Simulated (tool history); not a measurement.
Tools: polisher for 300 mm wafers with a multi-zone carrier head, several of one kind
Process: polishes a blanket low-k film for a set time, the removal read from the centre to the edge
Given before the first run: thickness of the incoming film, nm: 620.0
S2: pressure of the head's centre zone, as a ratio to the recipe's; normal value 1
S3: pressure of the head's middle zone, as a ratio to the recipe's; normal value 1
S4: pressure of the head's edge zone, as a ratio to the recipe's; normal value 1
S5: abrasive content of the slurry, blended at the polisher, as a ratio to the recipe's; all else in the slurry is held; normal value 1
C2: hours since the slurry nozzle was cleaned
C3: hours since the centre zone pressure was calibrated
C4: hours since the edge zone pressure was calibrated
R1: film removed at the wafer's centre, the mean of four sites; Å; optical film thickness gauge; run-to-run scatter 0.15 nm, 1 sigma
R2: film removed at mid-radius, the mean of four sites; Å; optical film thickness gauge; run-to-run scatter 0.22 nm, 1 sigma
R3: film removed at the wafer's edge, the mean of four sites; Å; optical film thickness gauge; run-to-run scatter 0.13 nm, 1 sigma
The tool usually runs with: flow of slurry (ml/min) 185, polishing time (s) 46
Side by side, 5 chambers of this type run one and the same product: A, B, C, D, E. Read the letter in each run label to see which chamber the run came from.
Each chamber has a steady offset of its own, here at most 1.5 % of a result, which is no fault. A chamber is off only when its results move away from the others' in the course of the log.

{"hour": 0.9, "done": "chamber E: worn pad replaced by a new one"}
{"run": "1D", "hour": 12.6, "flow of slurry (ml/min)": 185, "S2": 1, "S3": 1, "S4": 1, "S5": 1, "polishing time (s)": 46, "wafers polished on this pad": 241, "C2": 371.7, "C3": 103, "C4": 732.6, "R1": 187.29, "R2": 185.71, "R3": 184.11}
{"run": "2B", "hour": 22.0, "flow of slurry (ml/min)": 185, "S2": 1, "S3": 1, "S4": 1, "S5": 1, "polishing time (s)": 46, "wafers polished on this pad": 522, "C2": 103.8, "C3": 1314.4, "C4": 1411.8, "R1": 184.87, "R2": 188.07, "R3": 184.05}
{"hour": 25.8, "done": "chamber C: edge zone pressure recalibrated"}
{"run": "3C", "hour": 35.0, "flow of slurry (ml/min)": 185, "S2": 1, "S3": 1, "S4": 1, "S5": 1, "polishing time (s)": 46, "wafers polished on this pad": 527, "C2": 67.3, "C3": 128, "C4": 9.2, "R1": 188.43, "R2": 183.78, "R3": 187.6}
{"hour": 43.7, "done": "chamber B: centre zone pressure recalibrated"}
{"run": "4A", "hour": 46.5, "flow of slurry (ml/min)": 185, "S2": 1, "S3": 1, "S4": 1, "S5": 1, "polishing time (s)": 46, "wafers polished on this pad": 934, "C2": 85.9, "C3": 857.3, "C4": 118.2, "R1": 186.12, "R2": 184.79, "R3": 184.86}
{"run": "5E", "hour": 60.7, "flow of slurry (ml/min)": 225, "S2": 1, "S3": 1, "S4": 0.91, "S5": 1, "polishing time (s)": 46, "wafers polished on this pad": 423, "C2": 443.6, "C3": 323.2, "C4": 161.8, "R1": 191.54, "R2": 195.15, "R3": 180.31}
{"run": "6C", "hour": 70.3, "flow of slurry (ml/min)": 225, "S2": 1, "S3": 1, "S4": 0.91, "S5": 1, "polishing time (s)": 46, "wafers polished on this pad": 777, "C2": 102.6, "C3": 163.3, "C4": 44.5, "R1": 192.12, "R2": 189.69, "R3": 181.97}
{"hour": 78.2, "done": "chamber B: edge zone pressure recalibrated"}
{"run": "7A", "hour": 81.7, "flow of slurry (ml/min)": 225, "S2": 1, "S3": 1, "S4": 0.91, "S5": 1, "polishing time (s)": 46, "wafers polished on this pad": 1183, "C2": 121.1, "C3": 892.5, "C4": 153.4, "R1": 193.97, "R2": 194.54, "R3": 181.65}
{"hour": 87.3, "done": "chamber E: slurry nozzle cleaned"}
{"run": "8E", "hour": 93.2, "flow of slurry (ml/min)": 225, "S2": 1, "S3": 1, "S4": 0.91, "S5": 1, "polishing time (s)": 46, "wafers polished on this pad": 653, "C2": 5.9, "C3": 355.7, "C4": 194.3, "R1": 189.08, "R2": 188.25, "R3": 178.64}
{"hour": 96.6, "done": "chamber E: worn pad replaced by a new one"}
{"run": "9D", "hour": 106.0, "flow of slurry (ml/min)": 225, "S2": 1, "S3": 1, "S4": 0.91, "S5": 1, "polishing time (s)": 46, "wafers polished on this pad": 902, "C2": 465.1, "C3": 196.4, "C4": 826, "R1": 190.52, "R2": 186.61, "R3": 178.45}
{"hour": 108.4, "done": "chamber B: worn pad replaced by a new one"}
{"hour": 112.1, "done": "chamber C: worn pad replaced by a new one"}
{"run": "10B", "hour": 112.5, "flow of slurry (ml/min)": 185, "S2": 1, "S3": 1, "S4": 1, "S5": 1, "polishing time (s)": 46, "wafers polished on this pad": 29, "C2": 194.3, "C3": 68.9, "C4": 34.4, "R1": 189.23, "R2": 189.49, "R3": 187.58}
{"hour": 113.8, "done": "chamber A: worn pad replaced by a new one"}
{"hour": 114.4, "done": "chamber E: centre zone pressure recalibrated"}
{"run": "11B", "hour": 123.8, "flow of slurry (ml/min)": 185, "S2": 1, "S3": 1, "S4": 1, "S5": 1, "polishing time (s)": 46, "wafers polished on this pad": 109, "C2": 205.6, "C3": 80.2, "C4": 45.7, "R1": 187.54, "R2": 188.59, "R3": 183.3}
{"run": "12D", "hour": 132.1, "flow of slurry (ml/min)": 185, "S2": 1, "S3": 1, "S4": 1, "S5": 1, "polishing time (s)": 46, "wafers polished on this pad": 1087, "C2": 491.2, "C3": 222.5, "C4": 852.1, "R1": 180.58, "R2": 184.91, "R3": 181.81}
{"run": "13E", "hour": 146.6, "flow of slurry (ml/min)": 185, "S2": 1, "S3": 1, "S4": 1, "S5": 1, "polishing time (s)": 46, "wafers polished on this pad": 354, "C2": 59.3, "C3": 32.3, "C4": 247.7, "R1": 174.3, "R2": 188.51, "R3": 185.72}
{"hour": 149.7, "done": "chamber D: worn pad replaced by a new one"}
{"run": "14A", "hour": 159.9, "flow of slurry (ml/min)": 185, "S2": 1.08, "S3": 1, "S4": 1, "S5": 1.25, "polishing time (s)": 46, "wafers polished on this pad": 326, "C2": 199.3, "C3": 970.7, "C4": 231.6, "R1": 219.33, "R2": 206.61, "R3": 204.96}
{"run": "15C", "hour": 168.5, "flow of slurry (ml/min)": 185, "S2": 1.08, "S3": 1, "S4": 1, "S5": 1.25, "polishing time (s)": 46, "wafers polished on this pad": 399, "C2": 200.8, "C3": 261.5, "C4": 142.7, "R1": 221.45, "R2": 200.55, "R3": 208.23}
{"run": "16E", "hour": 175.4, "flow of slurry (ml/min)": 185, "S2": 1.08, "S3": 1, "S4": 1, "S5": 1.25, "polishing time (s)": 46, "wafers polished on this pad": 558, "C2": 88.1, "C3": 61.1, "C4": 276.5, "R1": 209.25, "R2": 201.77, "R3": 201.6}
{"hour": 181.8, "done": "chamber A: slurry nozzle cleaned"}
{"run": "17A", "hour": 185.7, "flow of slurry (ml/min)": 185, "S2": 1.08, "S3": 1, "S4": 1, "S5": 1.25, "polishing time (s)": 46, "wafers polished on this pad": 509, "C2": 3.9, "C3": 996.5, "C4": 257.4, "R1": 220.23, "R2": 206.54, "R3": 205.46}
{"hour": 192.2, "done": "chamber E: worn pad replaced by a new one"}
{"run": "18D", "hour": 193.0, "flow of slurry (ml/min)": 185, "S2": 1.08, "S3": 1, "S4": 1, "S5": 1.25, "polishing time (s)": 46, "wafers polished on this pad": 307, "C2": 552.1, "C3": 283.4, "C4": 913, "R1": 220.49, "R2": 204.53, "R3": 200.85}
{"hour": 201.7, "done": "chamber C: slurry nozzle cleaned"}
{"run": "19C", "hour": 206.3, "flow of slurry (ml/min)": 185, "S2": 1, "S3": 1, "S4": 1, "S5": 1, "polishing time (s)": 46, "wafers polished on this pad": 667, "C2": 4.6, "C3": 299.3, "C4": 180.5, "R1": 186.61, "R2": 183.45, "R3": 187.83}
{"run": "20B", "hour": 216.2, "flow of slurry (ml/min)": 185, "S2": 1, "S3": 1, "S4": 1, "S5": 1, "polishing time (s)": 46, "wafers polished on this pad": 763, "C2": 298, "C3": 172.6, "C4": 138.1, "R1": 186.48, "R2": 187.9, "R3": 187.41}
{"hour": 227.0, "done": "chamber D: slurry nozzle cleaned"}
{"run": "21D", "hour": 230.0, "flow of slurry (ml/min)": 185, "S2": 1, "S3": 1, "S4": 1, "S5": 1, "polishing time (s)": 46, "wafers polished on this pad": 569, "C2": 3, "C3": 320.4, "C4": 950, "R1": 181.62, "R2": 183.33, "R3": 183.97}
{"run": "22E", "hour": 241.7, "flow of slurry (ml/min)": 185, "S2": 1, "S3": 1, "S4": 1, "S5": 1, "polishing time (s)": 46, "wafers polished on this pad": 350, "C2": 154.4, "C3": 127.4, "C4": 342.8, "R1": 171.98, "R2": 181.83, "R3": 184.57}
{"run": "23C", "hour": 255.9, "flow of slurry (ml/min)": 185, "S2": 1, "S3": 1, "S4": 1, "S5": 1, "polishing time (s)": 46, "wafers polished on this pad": 1018, "C2": 54.2, "C3": 348.9, "C4": 230.1, "R1": 186.29, "R2": 185.42, "R3": 185.88}
{"hour": 264.7, "done": "chamber B: slurry nozzle cleaned"}
{"run": "24A", "hour": 265.8, "flow of slurry (ml/min)": 185, "S2": 1, "S3": 1, "S4": 1, "S5": 1, "polishing time (s)": 46, "wafers polished on this pad": 1076, "C2": 84, "C3": 1076.6, "C4": 337.5, "R1": 185.06, "R2": 183.73, "R3": 187.39}
{"run": "25B", "hour": 274.2, "flow of slurry (ml/min)": 185, "S2": 1, "S3": 1, "S4": 1, "S5": 1, "polishing time (s)": 46, "wafers polished on this pad": 1173, "C2": 9.6, "C3": 230.6, "C4": 196.1, "R1": 186.44, "R2": 188.4, "R3": 186.59}
{"hour": 281.4, "done": "chamber C: worn pad replaced by a new one"}
{"hour": 282.2, "done": "chamber E: worn pad replaced by a new one"}
{"hour": 283.1, "done": "chamber B: worn pad replaced by a new one"}
{"run": "26A", "hour": 285.5, "flow of slurry (ml/min)": 185, "S2": 1, "S3": 1, "S4": 1, "S5": 1, "polishing time (s)": 46, "wafers polished on this pad": 1215, "C2": 103.7, "C3": 1096.3, "C4": 357.2, "R1": 185.91, "R2": 186.45, "R3": 185.67}
{"run": "27B", "hour": 299.6, "flow of slurry (ml/min)": 185, "S2": 1, "S3": 1, "S4": 1, "S5": 1, "polishing time (s)": 46, "wafers polished on this pad": 117, "C2": 35, "C3": 256, "C4": 221.5, "R1": 190.15, "R2": 182.73, "R3": 183.8}
{"run": "28E", "hour": 311.4, "flow of slurry (ml/min)": 185, "S2": 1, "S3": 1, "S4": 1, "S5": 1, "polishing time (s)": 46, "wafers polished on this pad": 207, "C2": 224.1, "C3": 197.1, "C4": 412.5, "R1": 174.73, "R2": 186.48, "R3": 182.13}
{"run": "29C", "hour": 321.6, "flow of slurry (ml/min)": 185, "S2": 1, "S3": 1, "S4": 1, "S5": 1, "polishing time (s)": 46, "wafers polished on this pad": 285, "C2": 119.9, "C3": 414.6, "C4": 295.8, "R1": 188.17, "R2": 185.31, "R3": 185.69}
{"run": "30D", "hour": 331.7, "flow of slurry (ml/min)": 185, "S2": 1, "S3": 1, "S4": 1, "S5": 1, "polishing time (s)": 46, "wafers polished on this pad": 1289, "C2": 104.7, "C3": 422.1, "C4": 1051.7, "R1": 182.82, "R2": 183.67, "R3": 183.16}
{"run": "31C", "hour": 342.7, "flow of slurry (ml/min)": 185, "S2": 1, "S3": 1, "S4": 1, "S5": 1, "polishing time (s)": 46, "wafers polished on this pad": 434, "C2": 141, "C3": 435.7, "C4": 316.9, "R1": 185.28, "R2": 183.32, "R3": 185.93}
{"run": "32B", "hour": 353.4, "flow of slurry (ml/min)": 215, "S2": 1, "S3": 1, "S4": 1.09, "S5": 1, "polishing time (s)": 46, "wafers polished on this pad": 497, "C2": 88.8, "C3": 309.8, "C4": 275.3, "R1": 190.09, "R2": 190.66, "R3": 197.58}

Predict what each chamber gives when all 5 of them run the settings below next.
{"run": "33A", "hour": 363.8, "flow of slurry (ml/min)": 185, "S2": 1, "S3": 1, "S4": 0.94, "S5": 1, "polishing time (s)": 46, "R1": "?", "R2": "?", "R3": "?"}
{"run": "33B", "hour": 363.8, "flow of slurry (ml/min)": 185, "S2": 1, "S3": 1, "S4": 0.94, "S5": 1, "polishing time (s)": 46, "R1": "?", "R2": "?", "R3": "?"}
{"run": "33C", "hour": 363.8, "flow of slurry (ml/min)": 185, "S2": 1, "S3": 1, "S4": 0.94, "S5": 1, "polishing time (s)": 46, "R1": "?", "R2": "?", "R3": "?"}
{"run": "33D", "hour": 363.8, "flow of slurry (ml/min)": 185, "S2": 1, "S3": 1, "S4": 0.94, "S5": 1, "polishing time (s)": 46, "R1": "?", "R2": "?", "R3": "?"}
{"run": "33E", "hour": 363.8, "flow of slurry (ml/min)": 185, "S2": 1, "S3": 1, "S4": 0.94, "S5": 1, "polishing time (s)": 46, "R1": "?", "R2": "?", "R3": "?"}

run=33A R1=184.37 R2=189.09 R3=181.59
run=33B R1=188.76 R2=186.02 R3=178.69
run=33C R1=185.9 R2=188.39 R3=183.51
run=33D R1=187.58 R2=180.64 R3=176.02
run=33E R1=170.13 R2=184.93 R3=177.78
